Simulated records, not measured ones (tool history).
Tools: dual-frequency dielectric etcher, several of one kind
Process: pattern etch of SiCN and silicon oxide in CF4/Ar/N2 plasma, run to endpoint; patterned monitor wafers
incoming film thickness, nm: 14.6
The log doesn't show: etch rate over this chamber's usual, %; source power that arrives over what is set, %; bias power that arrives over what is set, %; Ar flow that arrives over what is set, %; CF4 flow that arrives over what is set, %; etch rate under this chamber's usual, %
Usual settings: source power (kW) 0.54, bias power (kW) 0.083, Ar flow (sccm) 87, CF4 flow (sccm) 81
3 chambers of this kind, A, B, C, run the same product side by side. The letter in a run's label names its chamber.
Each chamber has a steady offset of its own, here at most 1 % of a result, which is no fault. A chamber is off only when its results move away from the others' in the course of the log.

run	hour	source power (kW)	bias power (kW)	Ar flow (sccm)	CF4 flow (sccm)	hours since the last wet clean	hours since the last source power generator calibration	hours since the last bias power generator calibration	hours since the last Ar flow controller change	hours since the last CF4 flow controller change	endpoint time (s)
1B	7.5	0.54	0.083	87	81	377.8	546.7	2842.3	2005.4	1884.6	13.012
2C	16.4	0.54	0.083	87	81	509.4	2024.7	1204.2	3420.7	2142.7	13.326
3A	22.1	0.54	0.083	87	81	340.1	976.4	812.8	3194.3	393.8	13.15
4B	27.5	0.54	0.083	87	81	397.8	566.7	2862.3	2025.4	1904.6	13.149
5A	32.4	0.54	0.083	87	81	350.4	986.7	823.1	3204.6	404.1	13.149
6C	37.2	0.54	0.083	87	81	530.2	2045.5	1225	3441.5	2163.5	13.261
7C	44.4	0.5	0.083	87	81	537.4	2052.7	1232.2	3448.7	2170.7	14.176
8B	54.8	0.5	0.083	87	81	425.1	594	2889.6	2052.7	1931.9	13.867
9A	63	0.5	0.083	87	81	381	1017.3	853.7	3235.2	434.7	14.086
10B	71.4	0.54	0.083	87	81	441.7	610.6	2906.2	2069.3	1948.5	13.018
11A	77.6	0.54	0.083	87	81	395.6	1031.9	868.3	3249.8	449.3	13.208
12C	86.5	0.43	0.083	87	64	579.5	2094.8	1274.3	3490.8	2212.8	16.881
13C	95.4	0.43	0.083	87	64	588.4	2103.7	1283.2	3499.7	2221.7	16.819
14B	102.8	0.43	0.083	87	64	473.1	642	2937.6	2100.7	1979.9	16.513
15A	110	0.54	0.083	87	81	428	1064.3	900.7	3282.2	481.7	13.254
16A	116.7	0.54	0.083	87	81	434.7	1071	907.4	3288.9	488.4	13.055
17C	123	0.54	0.083	87	81	616	2131.3	1310.8	3527.3	2249.3	13.327
18B	128.8	0.54	0.083	87	81	499.1	668	2963.6	2126.7	2005.9	13.205
19C	134.4	0.54	0.083	87	81	627.4	2142.7	1322.2	3538.7	2260.7	13.2
20B	140.7	0.65	0.083	87	81	511	679.9	2975.5	2138.6	2017.8	11.107

Next, every chamber runs the same settings. What will each give?
21A	148.2	0.54	0.083	87	81						?
21B	148.2	0.54	0.083	87	81						?
21C	148.2	0.54	0.083	87	81						?

run	endpoint time (s)
21A	13.089
21B	12.991
21C	13.166
